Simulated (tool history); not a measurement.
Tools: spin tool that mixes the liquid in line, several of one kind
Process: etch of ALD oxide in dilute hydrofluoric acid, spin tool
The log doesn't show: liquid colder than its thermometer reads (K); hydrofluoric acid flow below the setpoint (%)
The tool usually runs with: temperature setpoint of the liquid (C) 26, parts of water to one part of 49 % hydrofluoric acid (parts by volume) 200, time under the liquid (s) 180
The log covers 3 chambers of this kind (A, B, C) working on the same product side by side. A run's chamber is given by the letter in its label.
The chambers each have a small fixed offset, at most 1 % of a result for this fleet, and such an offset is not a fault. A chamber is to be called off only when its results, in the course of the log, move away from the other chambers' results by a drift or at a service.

| run | hour | temperature setpoint of the liquid (C) | parts of water to one part of 49 % hydrofluoric acid (parts by volume) | time under the liquid (s) | hours since the thermometer was replaced | hours since the hydrofluoric acid flow meter was replaced | read-back film thickness of the ALD oxide reference wafer, read on the same gauge (nm) | thickness taken off the ALD oxide on a monitor wafer (angstrom) |
|---|---|---|---|---|---|---|---|---|
| 1B | 4.4 | 26 | 200 | 180 | 1716.6 | 742.7 | 80.016 | 191.42 |
| 2C | 8.9 | 26 | 200 | 180 | 609.9 | 1200.1 | 79.963 | 188.24 |
| 3A | 13.3 | 26 | 200 | 180 | 1500.9 | 317.2 | 80.026 | 194.07 |
| 4B | 18.5 | 26 | 200 | 180 | 1730.7 | 756.8 | 79.997 | 190.35 |
| 5C | 22.3 | 28 | 200 | 285 | 623.3 | 1213.5 | 80.050 | 324.57 |
| 6A | 29.3 | 28 | 200 | 285 | 1516.9 | 333.2 | 79.982 | 326.60 |
| 7B | 33.6 | 28 | 200 | 285 | 1745.8 | 771.9 | 79.981 | 323.79 |
| 8C | 37.0 | 30 | 255 | 180 | 638.0 | 1228.2 | 79.955 | 160.28 |
| 9A | 40.3 | 30 | 255 | 180 | 1527.9 | 344.2 | 80.021 | 162.67 |
| 10B | 43.6 | 30 | 255 | 180 | 1755.8 | 781.9 | 79.965 | 161.67 |
| 11C | 49.2 | 26 | 200 | 180 | 650.2 | 1240.4 | 79.993 | 187.73 |
| 12A | 55.5 | 26 | 200 | 180 | 1543.1 | 359.4 | 80.004 | 192.73 |
| 13C | 59.0 | 26 | 200 | 180 | 660.0 | 1250.2 | 79.964 | 190.57 |
| 14A | 64.0 | 26 | 200 | 180 | 1551.6 | 367.9 | 79.990 | 195.02 |
| 15B | 70.0 | 26 | 200 | 180 | 1782.2 | 808.3 | 79.982 | 188.43 |
| 16B | 73.8 | 26 | 200 | 180 | 1786.0 | 812.1 | 79.952 | 187.97 |
| 17C | 77.6 | 26 | 200 | 180 | 678.6 | 1268.8 | 80.015 | 186.90 |
| 18A | 84.6 | 26 | 200 | 180 | 1572.2 | 388.5 | 79.995 | 191.73 |
| 19C | 89.7 | 26 | 200 | 180 | 690.7 | 1280.9 | 80.024 | 188.23 |
| 20B | 96.4 | 26 | 200 | 180 | 1808.6 | 834.7 | 80.036 | 185.26 |
| 21A | 101.4 | 22 | 200 | 180 | 1589.0 | 405.3 | 80.012 | 169.40 |
| 22C | 108.4 | 22 | 200 | 180 | 709.4 | 1299.6 | 79.997 | 164.33 |
| 23B | 114.2 | 22 | 200 | 180 | 1826.4 | 852.5 | 79.980 | 155.22 |
| 24A | 119.1 | 26 | 200 | 180 | 1606.7 | 423.0 | 79.972 | 193.21 |
| 25B | 122.6 | 26 | 200 | 180 | 1834.8 | 860.9 | 79.961 | 177.64 |
| 26C | 128.4 | 26 | 200 | 180 | 729.4 | 1319.6 | 79.970 | 190.90 |
| 27A | 132.1 | 26 | 200 | 180 | 1619.7 | 436.0 | 80.013 | 192.05 |
| 28C | 138.4 | 26 | 200 | 180 | 739.4 | 1329.6 | 79.976 | 188.77 |
| 29B | 142.6 | 26 | 200 | 180 | 1854.8 | 880.9 | 79.962 | 173.82 |
| 30A | 148.0 | 26 | 200 | 180 | 1635.6 | 451.9 | 80.002 | 193.41 |

The same settings go to every chamber for the next run, one line per chamber below. Forecast the results for each:
| 31A | 153.5 | 26 | 200 | 220 |  |  |  | ? |
| 31B | 153.5 | 26 | 200 | 220 |  |  |  | ? |
| 31C | 153.5 | 26 | 200 | 220 |  |  |  | ? |

| run | thickness taken off the ALD oxide on a monitor wafer (angstrom) |
|---|---|
| 31A | 231.97 |
| 31B | 211.11 |
| 31C | 231.77 |
